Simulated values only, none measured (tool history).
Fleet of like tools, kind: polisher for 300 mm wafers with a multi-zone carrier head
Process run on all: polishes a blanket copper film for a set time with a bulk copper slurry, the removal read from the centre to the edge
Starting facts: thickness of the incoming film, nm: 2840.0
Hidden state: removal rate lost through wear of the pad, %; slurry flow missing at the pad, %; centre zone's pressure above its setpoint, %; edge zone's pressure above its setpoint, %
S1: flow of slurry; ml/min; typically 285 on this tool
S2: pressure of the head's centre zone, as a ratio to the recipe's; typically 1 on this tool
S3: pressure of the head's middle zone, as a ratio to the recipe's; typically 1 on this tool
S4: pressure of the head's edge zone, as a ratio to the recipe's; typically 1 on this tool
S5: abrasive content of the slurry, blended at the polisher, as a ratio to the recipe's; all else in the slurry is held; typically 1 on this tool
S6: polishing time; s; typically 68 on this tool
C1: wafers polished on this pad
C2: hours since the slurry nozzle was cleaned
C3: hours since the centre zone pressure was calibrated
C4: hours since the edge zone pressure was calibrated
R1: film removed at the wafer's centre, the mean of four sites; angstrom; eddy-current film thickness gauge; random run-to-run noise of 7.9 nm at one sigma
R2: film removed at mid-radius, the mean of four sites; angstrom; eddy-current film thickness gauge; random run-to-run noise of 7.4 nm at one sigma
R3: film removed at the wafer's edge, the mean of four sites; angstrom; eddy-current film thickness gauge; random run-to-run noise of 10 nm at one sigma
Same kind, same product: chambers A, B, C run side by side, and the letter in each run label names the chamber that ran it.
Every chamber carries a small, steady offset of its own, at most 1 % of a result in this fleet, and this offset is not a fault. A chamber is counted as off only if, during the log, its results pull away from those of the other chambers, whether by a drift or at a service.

Run 1B, hour 7.9: usual settings; C1 1152; C2 392.9; C3 970.2; C4 874.8. Result: R1 7296.3 angstrom, R2 7375.3 angstrom, R3 7211.3 angstrom.
Run 2C, hour 14.9: usual settings; C1 787; C2 540.7; C3 370; C4 417.6. Result: R1 7146.6 angstrom, R2 7217.5 angstrom, R3 7205.9 angstrom.
Run 3A, hour 21.4: usual settings; C1 980; C2 304.4; C3 374.3; C4 300.3. Result: R1 7188.8 angstrom, R2 7178.1 angstrom, R3 7339.7 angstrom.
Run 4B, hour 26: usual settings; C1 1340; C2 411; C3 988.3; C4 892.9. Result: R1 7169.4 angstrom, R2 7247.6 angstrom, R3 7379.7 angstrom.
Run 5C, hour 33.4: usual settings but S2 0.91, S3 0.9; C1 979; C2 559.2; C3 388.5; C4 436.1. Result: R1 6506.6 angstrom, R2 6442.6 angstrom, R3 6976.4 angstrom.
At hour 39.9: chamber B: worn pad replaced by a new one.
At hour 41.3: chamber C: worn pad replaced by a new one.
Run 6A, hour 41.6: usual settings but S2 0.91, S3 0.9; C1 1189; C2 324.6; C3 394.5; C4 320.5. Result: R1 6532.9 angstrom, R2 6531.1 angstrom, R3 7320.5 angstrom.
Run 7A, hour 46.4: usual settings but S2 0.91, S3 0.9; C1 1239; C2 329.4; C3 399.3; C4 325.3. Result: R1 6466 angstrom, R2 6605 angstrom, R3 7275.7 angstrom.
Run 8B, hour 53.7: usual settings; C1 144; C2 438.7; C3 1016; C4 920.6. Result: R1 7173.7 angstrom, R2 7288.9 angstrom, R3 7280.6 angstrom.
Run 9C, hour 58.7: usual settings; C1 180; C2 584.5; C3 413.8; C4 461.4. Result: R1 7253.9 angstrom, R2 7102.6 angstrom, R3 7493.5 angstrom.
At hour 63.3: chamber B: edge zone pressure recalibrated.
At hour 65.8: chamber A: slurry nozzle cleaned.
Run 10A, hour 66.1: usual settings; C1 1444; C2 0.4; C3 419; C4 345. Result: R1 7058.8 angstrom, R2 7177.2 angstrom, R3 7068.6 angstrom.
Run 11B, hour 69.8: usual settings but S4 0.95, S5 0.8; C1 311; C2 454.8; C3 1032.1; C4 6.6. Result: R1 6789.3 angstrom, R2 6939.1 angstrom, R3 6569.8 angstrom.
Run 12C, hour 76.6: usual settings but S4 0.95, S5 0.8; C1 366; C2 602.4; C3 431.7; C4 479.3. Result: R1 6975.8 angstrom, R2 6893.2 angstrom, R3 6648.5 angstrom.
At hour 77.6: chamber A: edge zone pressure recalibrated.
At hour 79.8: chamber A: worn pad replaced by a new one.
Run 13B, hour 81.1: usual settings but S4 0.95, S5 0.8; C1 428; C2 466.1; C3 1043.4; C4 17.9. Result: R1 6918.1 angstrom, R2 6889.8 angstrom, R3 6697 angstrom.
Run 14C, hour 84.8: usual settings but S4 0.93; C1 452; C2 610.6; C3 439.9; C4 487.5. Result: R1 7209.9 angstrom, R2 7175.7 angstrom, R3 6937 angstrom.
Run 15A, hour 90.8: usual settings but S4 0.93; C1 114; C2 25.1; C3 443.7; C4 13.2. Result: R1 7180.2 angstrom, R2 7346.2 angstrom, R3 6911.9 angstrom.
Run 16B, hour 96.9: usual settings but S4 0.93; C1 592; C2 481.9; C3 1059.2; C4 33.7. Result: R1 7179.7 angstrom, R2 7294.4 angstrom, R3 7096.5 angstrom.
Run 17A, hour 104: usual settings; C1 251; C2 38.3; C3 456.9; C4 26.4. Result: R1 7178.9 angstrom, R2 7219.1 angstrom, R3 7348.5 angstrom.
Run 18C, hour 110.8: usual settings; C1 722; C2 636.6; C3 465.9; C4 513.5. Result: R1 7267.8 angstrom, R2 7179.5 angstrom, R3 7226.3 angstrom.
Run 19B, hour 116.7: usual settings; C1 798; C2 501.7; C3 1079; C4 53.5. Result: R1 7208.9 angstrom, R2 7258.9 angstrom, R3 7209.5 angstrom.
At hour 119.8: chamber C: worn pad replaced by a new one.
At hour 120.7: chamber A: centre zone pressure recalibrated.
Run 20A, hour 121.7: usual settings; C1 435; C2 56; C3 1.1; C4 44.1. Result: R1 7188.7 angstrom, R2 7346.9 angstrom, R3 7254.8 angstrom.
Run 21C, hour 127.6: usual settings; C1 82; C2 653.4; C3 482.7; C4 530.3. Result: R1 7261.2 angstrom, R2 7231.4 angstrom, R3 7387 angstrom.
Run 22B, hour 131.5: usual settings; C1 952; C2 516.5; C3 1093.8; C4 68.3. Result: R1 7186.8 angstrom, R2 7076.3 angstrom, R3 7204.4 angstrom.
Run 23C, hour 138.1: usual settings; C1 191; C2 663.9; C3 493.2; C4 540.8. Result: R1 7156.9 angstrom, R2 7058.4 angstrom, R3 7104.9 angstrom.
Run 24A, hour 145: usual settings; C1 677; C2 79.3; C3 24.4; C4 67.4. Result: R1 7277.9 angstrom, R2 7133.1 angstrom, R3 7368.3 angstrom.
Run 25A, hour 150.2: usual settings but S3 0.92, S6 57 s; C1 731; C2 84.5; C3 29.6; C4 72.6. Result: R1 5982.6 angstrom, R2 5703.7 angstrom, R3 6001.7 angstrom.
Run 26B, hour 157: usual settings but S3 0.92, S6 57 s; C1 1217; C2 542; C3 1119.3; C4 93.8. Result: R1 6027.1 angstrom, R2 5596.9 angstrom, R3 6101.2 angstrom.
Run 27C, hour 161.5: usual settings but S3 0.92, S6 57 s; C1 434; C2 687.3; C3 516.6; C4 564.2. Result: R1 6033.2 angstrom, R2 5557.5 angstrom, R3 6074.9 angstrom.
Run 28A, hour 165.2: usual settings but S4 0.92; C1 887; C2 99.5; C3 44.6; C4 87.6. Result: R1 7068 angstrom, R2 7260.9 angstrom, R3 6815.8 angstrom.
Run 29C, hour 172.6: usual settings but S4 0.92; C1 549; C2 698.4; C3 527.7; C4 575.3. Result: R1 7091.2 angstrom, R2 7151.6 angstrom, R3 6882.5 angstrom.

Next, all 3 chambers run the settings below, one line each with question marks for the results. What does each chamber give?
Run 30A, hour 178.5: usual settings. Result: R1 ?, R2 ?, R3 ?.
Run 30B, hour 178.5: usual settings. Result: R1 ?, R2 ?, R3 ?.
Run 30C, hour 178.5: usual settings. Result: R1 ?, R2 ?, R3 ?.

run      R1      R2      R3
30A  7185.9  7201.5  7162.5
30B  7174.6  7309.2  7299.7
30C    7365  7066.1  7353.7

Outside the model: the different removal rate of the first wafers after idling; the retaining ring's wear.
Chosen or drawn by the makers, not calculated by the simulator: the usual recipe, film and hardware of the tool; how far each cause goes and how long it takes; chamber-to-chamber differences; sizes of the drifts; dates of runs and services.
